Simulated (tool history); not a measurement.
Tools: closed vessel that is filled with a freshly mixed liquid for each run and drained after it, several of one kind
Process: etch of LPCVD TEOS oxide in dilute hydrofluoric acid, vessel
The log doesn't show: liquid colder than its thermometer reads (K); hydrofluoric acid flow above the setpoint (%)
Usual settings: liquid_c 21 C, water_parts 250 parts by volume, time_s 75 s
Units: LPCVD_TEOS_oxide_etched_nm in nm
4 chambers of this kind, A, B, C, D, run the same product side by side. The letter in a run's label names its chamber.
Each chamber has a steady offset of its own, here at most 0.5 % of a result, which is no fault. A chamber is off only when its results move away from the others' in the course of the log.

run,hour,liquid_c,water_parts,time_s,hours since the thermometer was replaced,hours since the hydrofluoric acid flow meter was replaced,"read-back film thickness of the LPCVD TEOS oxide reference wafer, read on the same gauge (nm)",LPCVD_TEOS_oxide_etched_nm
1A,4.2,21,250,75,384.5,865.1,150,5.9934
2B,8,21,250,75,957.7,1263.4,149.98,6.1625
3C,15.5,21,250,75,179.3,494.4,150,6.1002
4D,22.2,21,250,75,875.7,891.2,149.97,6.0344
5C,27.1,21,250,75,190.9,506,150,6.1581
6A,32.6,21,250,75,412.9,893.5,149.99,6.0394
7D,38,21,250,75,891.5,907,150,6.1187
8B,44.8,21,250,75,994.5,1300.2,149.98,6.0921
9A,50,21,250,75,430.3,910.9,150,6.1296
10C,57.7,21,250,75,221.5,536.6,150,6.1611
11D,63.7,21,250,75,917.2,932.7,149.99,6.0397
12B,68.3,21,250,75,1018,1323.7,150,6.1115
13D,73.3,21,250,75,926.8,942.3,150,6.0319
14C,80.7,21,250,75,244.5,559.6,149.99,6.2665
# hour 83.8: chamber D: hydrofluoric acid flow meter replaced
15B,85.1,21,250,75,1034.8,1340.5,150.03,6.2688
16A,93.3,21,250,75,473.6,954.2,150,6.1084
17B,101.2,21,250,105,1050.9,1356.6,150.01,8.6528
18C,108.5,21,250,105,272.3,587.4,149.99,8.8202
19A,115.9,21,250,105,496.2,976.8,150.01,8.6498
20D,119.5,21,250,105,973,35.8,150,8.4879
# hour 122.5: chamber B: hydrofluoric acid flow meter replaced
21B,127.5,21,250,75,1077.2,5,150.01,6.1654
22A,132.9,21,250,75,513.2,993.8,149.98,6.1617
23C,139.7,21,250,75,303.5,618.6,150.02,6.3891
24D,147.3,21,250,75,1000.8,63.6,149.99,6.1325
25D,154,21,250,75,1007.5,70.3,149.99,6.0911
26B,160,25,325,75,1109.7,37.5,150.01,5.0577
27A,164.9,25,325,75,545.2,1025.8,150.01,4.9502
28C,169.7,25,325,75,333.5,648.6,150,5.3245
29D,173.9,25,325,75,1027.4,90.2,150,4.9854
30C,178.3,21,250,75,342.1,657.2,150.01,6.4559
31A,184,21,250,75,564.3,1044.9,150,6.1797
32B,191.3,21,250,75,1141,68.8,150,6.1758
33C,196.4,21,250,75,360.2,675.3,149.99,6.6136
34A,201.6,21,250,75,581.9,1062.5,150.01,6.2156
35D,206.9,21,250,75,1060.4,123.2,149.99,6.0935
36B,214.7,21,150,30,1164.4,92.2,150,4.5677

What goes on in this fleet: one chamber off, a drifting gauge, or nothing beyond the chambers' own small offsets? Name the chamber and the cause, if any.

Chamber C drifts away from the others.
Cause: hydrofluoric acid flow above the setpoint (%) = 7.06.
The log may not tell that from: liquid hotter than its thermometer reads (K).

Here are 4 candidates for chamber C's next run, each the usual settings with a change, their results left as question marks. Which one brings its results back in line with what the others give on the usual settings?
In line means no further than this from the other chambers' mean on the usual settings: LPCVD_TEOS_oxide_etched_nm 0.18 nm
37C-1,220.6,21,245,75,,,,?
37C-2,220.6,21,245,80,,,,?
37C-3,220.6,21,265,75,,,,?
37C-4,220.6,20,250,75,,,,?

The other chambers' mean on the usual settings: LPCVD_TEOS_oxide_etched_nm 6.1265 nm
run,LPCVD_TEOS_oxide_etched_nm
37C-1,6.8189
37C-2,7.2735
37C-3,6.1847
37C-4,6.4095
37C-3 brings the chamber back in line.
